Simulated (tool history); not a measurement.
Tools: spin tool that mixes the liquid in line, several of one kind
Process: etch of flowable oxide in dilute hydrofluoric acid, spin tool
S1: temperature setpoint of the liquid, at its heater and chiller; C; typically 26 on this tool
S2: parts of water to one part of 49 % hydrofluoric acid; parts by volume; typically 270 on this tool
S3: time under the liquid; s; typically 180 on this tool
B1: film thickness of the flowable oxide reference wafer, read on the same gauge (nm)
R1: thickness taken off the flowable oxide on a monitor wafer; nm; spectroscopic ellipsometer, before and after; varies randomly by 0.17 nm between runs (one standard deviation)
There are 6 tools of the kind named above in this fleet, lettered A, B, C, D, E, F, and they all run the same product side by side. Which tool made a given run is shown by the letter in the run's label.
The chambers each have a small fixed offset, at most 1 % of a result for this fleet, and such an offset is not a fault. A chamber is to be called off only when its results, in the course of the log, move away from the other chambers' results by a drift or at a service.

run	hour	S1	S2	S3	B1	R1
1B	4.3	26	270	180	130.02	17.247
2E	9.1	26	270	180	130.02	17.302
3A	14.3	26	270	180	129.98	16.92
4C	17.7	26	270	180	130.02	17.244
5D	24.1	26	270	180	129.98	17.386
6F	29.3	26	270	180	130	17.181
7D	33.7	26	270	180	130.03	17.43
8A	39.3	26	270	180	130.01	16.92
9E	43.2	26	270	180	130	17.2
10B	49.3	26	270	180	129.97	16.886
11C	56.4	26	270	180	130.01	16.909
12F	62.5	26	270	180	130.02	17.183
13A	66.8	26	270	180	130	17.076
14D	73.7	26	270	180	130	16.928
15E	79.5	26	270	180	129.99	16.978
16B	83.7	26	270	180	130	17.083
17C	88.3	26	270	180	130	16.84
18F	93.8	28.5	395	180	129.98	11.192
19A	99.1	28.5	395	180	130.01	11.291
20C	105.6	28.5	395	180	130.01	10.872
21D	109.8	28.5	395	180	130	11.271
22F	115.8	28.5	395	180	130	11.127
23E	122.7	28.5	395	180	130	11.14
24B	129.7	26	270	180	129.97	16.997
25B	133.2	26	270	180	129.99	17.105
26D	137.7	26	270	180	130.02	17.211
27C	141.9	26	270	180	130.01	16.118
28E	149.2	26	270	180	130	16.969
29A	156.5	26	270	180	130.04	17.246
30F	162.7	26	270	180	129.99	17.048
31E	169.2	26	270	180	130	17.302
32C	174.5	26	200	180	129.98	23.398
33A	180.2	26	200	180	130.01	24.885
34F	186.9	26	200	180	129.99	25.536
35D	191.7	26	200	180	129.99	24.585
36B	196	26	200	180	129.99	25.2
# hour 198.8: chamber D: hydrofluoric acid flow meter replaced
37F	202.3	26	200	180	130	24.649
# hour 204.8: chamber F: hydrofluoric acid flow meter replaced
38D	209.6	26	270	180	129.99	16.848
39E	214.3	26	270	180	129.98	17.131
40C	218.7	26	270	180	130	15.414
41A	225.6	26	270	180	130	17.371
42B	231.2	26	270	180	130.01	16.9
43F	236.5	26	270	180	129.98	17.134

Which is it: a chamber that has drifted or been left off by a service, a gauge drift common to all chambers, or only each chamber's usual small offset? If a chamber is off, name it and its likeliest cause.

Chamber C drifts away from the others.
Most likely cause: hydrofluoric acid flow below the setpoint (%) = 8.08.
From this log alone, it may not be told apart from: liquid colder than its thermometer reads (K).

Which of the 4 candidates below, each the usual settings with something changed and its results left as question marks, puts chamber C back in line with what the other chambers give on the usual settings?
Maximum distance from the other chambers' mean on the usual settings for a result to count as in line: R1 0.59 nm
44C-1	241.8	23	270	180		?
44C-2	241.8	29	270	180		?
44C-3	241.8	26	265	185		?
44C-4	241.8	24.5	270	180		?

On the usual settings, the other chambers give on average: R1 17.158 nm
run	R1
44C-1	13.937
44C-2	17.057
44C-3	16.265
44C-4	14.682
44C-2 brings the chamber back in line.

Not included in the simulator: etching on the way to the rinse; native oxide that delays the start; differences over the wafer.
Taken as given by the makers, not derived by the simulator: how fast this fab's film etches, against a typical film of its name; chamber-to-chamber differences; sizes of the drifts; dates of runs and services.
